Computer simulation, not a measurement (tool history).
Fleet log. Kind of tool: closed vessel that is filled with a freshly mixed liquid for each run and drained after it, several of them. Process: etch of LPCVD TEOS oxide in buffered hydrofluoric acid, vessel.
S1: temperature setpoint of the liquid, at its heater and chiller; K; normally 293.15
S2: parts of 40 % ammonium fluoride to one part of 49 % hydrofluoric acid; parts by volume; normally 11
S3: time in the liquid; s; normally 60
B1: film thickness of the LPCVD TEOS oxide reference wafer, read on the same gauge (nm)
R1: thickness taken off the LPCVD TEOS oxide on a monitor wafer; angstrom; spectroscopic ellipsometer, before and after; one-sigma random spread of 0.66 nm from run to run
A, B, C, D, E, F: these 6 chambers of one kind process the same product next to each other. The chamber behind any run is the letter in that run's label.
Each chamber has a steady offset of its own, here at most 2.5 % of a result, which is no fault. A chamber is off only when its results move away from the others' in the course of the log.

Run 1D, hour 9: usual settings; B1 119.95. Result: R1 704.78 angstrom.
Run 2B, hour 19.9: usual settings; B1 120.02. Result: R1 701.77 angstrom.
Run 3A, hour 27: usual settings; B1 120.02. Result: R1 688.98 angstrom.
Run 4C, hour 39.5: usual settings; B1 119.98. Result: R1 711.39 angstrom.
Run 5E, hour 45.4: usual settings; B1 119.98. Result: R1 720.16 angstrom.
Run 6F, hour 54: usual settings but S2 15.5 parts by volume, S3 35 s; B1 120.02. Result: R1 291.23 angstrom.
Run 7E, hour 65.4: usual settings but S2 15.5 parts by volume, S3 35 s; B1 120.05. Result: R1 300.95 angstrom.
Run 8A, hour 77: usual settings but S2 15.5 parts by volume, S3 35 s; B1 120. Result: R1 286.69 angstrom.
Run 9F, hour 87.2: usual settings but S2 15.5 parts by volume, S3 35 s; B1 120. Result: R1 293.28 angstrom.
Run 10B, hour 93.9: usual settings but S2 15.5 parts by volume, S3 35 s; B1 120.01. Result: R1 289.74 angstrom.
Run 11D, hour 103.8: usual settings but S2 15.5 parts by volume, S3 35 s; B1 120.04. Result: R1 293.22 angstrom.
Run 12C, hour 110.9: usual settings; B1 120.01. Result: R1 706.45 angstrom.
Run 13B, hour 122.1: usual settings; B1 120.05. Result: R1 696.43 angstrom.
Run 14F, hour 128.1: usual settings; B1 119.98. Result: R1 697.58 angstrom.
Run 15E, hour 139.9: usual settings but S3 75 s; B1 120.04. Result: R1 873.02 angstrom.
Run 16C, hour 151.5: usual settings but S3 75 s; B1 119.97. Result: R1 891.68 angstrom.
Run 17D, hour 159.1: usual settings but S3 75 s; B1 120.02. Result: R1 901.09 angstrom.
Run 18A, hour 167.8: usual settings but S3 75 s; B1 120.02. Result: R1 853.04 angstrom.
Run 19D, hour 173.7: usual settings but S3 75 s; B1 119.96. Result: R1 893.52 angstrom.
Run 20B, hour 183: usual settings but S3 75 s; B1 120.02. Result: R1 899.01 angstrom.
At hour 188.9: chamber A: hydrofluoric acid flow meter replaced.
Run 21A, hour 193.6: usual settings; B1 120.01. Result: R1 681.36 angstrom.
Run 22C, hour 202.5: usual settings; B1 119.99. Result: R1 697.59 angstrom.
Run 23F, hour 214.2: usual settings; B1 119.97. Result: R1 703.38 angstrom.
Run 24E, hour 221.8: usual settings; B1 120. Result: R1 724.64 angstrom.
Run 25A, hour 228.5: usual settings; B1 119.98. Result: R1 678.05 angstrom.
Run 26C, hour 236.7: usual settings; B1 119.99. Result: R1 708.51 angstrom.
Run 27D, hour 242.1: usual settings; B1 120.02. Result: R1 736.29 angstrom.
Run 28B, hour 253.1: usual settings; B1 120. Result: R1 701.39 angstrom.
Run 29F, hour 260: usual settings; B1 119.95. Result: R1 712.37 angstrom.
Run 30E, hour 266.9: usual settings; B1 119.97. Result: R1 713.94 angstrom.
Run 31A, hour 273.9: usual settings; B1 120.03. Result: R1 686.4 angstrom.
Run 32D, hour 280.6: usual settings; B1 119.99. Result: R1 741.6 angstrom.
Run 33F, hour 287.3: usual settings but S3 80 s; B1 120.06. Result: R1 947 angstrom.
Run 34B, hour 293.5: usual settings but S3 80 s; B1 120.03. Result: R1 935.62 angstrom.
Run 35C, hour 302.8: usual settings but S3 80 s; B1 119.99. Result: R1 952.21 angstrom.
Run 36E, hour 309.8: usual settings but S3 80 s; B1 120.02. Result: R1 962.02 angstrom.
Run 37A, hour 318.3: usual settings but S3 80 s; B1 119.97. Result: R1 922.78 angstrom.
Run 38F, hour 323.9: usual settings but S3 80 s; B1 119.99. Result: R1 939.71 angstrom.

What goes on in this fleet: one chamber off, a drifting gauge, or nothing beyond the chambers' own small offsets? Name the chamber and the cause, if any.

It is chamber D that slowly wanders off from its peers.
Likeliest cause: hydrofluoric acid flow above the setpoint (%) = 5.66.
With only this log, it may be confused with: liquid hotter than its thermometer reads (K).

Below are 4 candidate recipes for chamber D's next run, each the usual settings with a change, their results shown as question marks. Which of them brings D's results back in line with what the other chambers give on the usual settings?
Allowed miss from the other chambers' usual-settings mean, per result, to count as in line: R1 23 angstrom
Run 39D-1, hour 332.9: usual settings but S1 294.15 K. Result: R1 ?.
Run 39D-2, hour 332.9: usual settings but S2 12.5 parts by volume. Result: R1 ?.
Run 39D-3, hour 332.9: usual settings but S1 292.15 K. Result: R1 ?.
Run 39D-4, hour 332.9: usual settings but S2 9.5 parts by volume. Result: R1 ?.

Mean of the other chambers on the usual settings: R1 703.78 angstrom
  run      R1
39D-1  795.85
39D-2  663.39
39D-3  709.94
39D-4  836.73
39D-3 is the one that brings the chamber's results back in line with the other chambers.
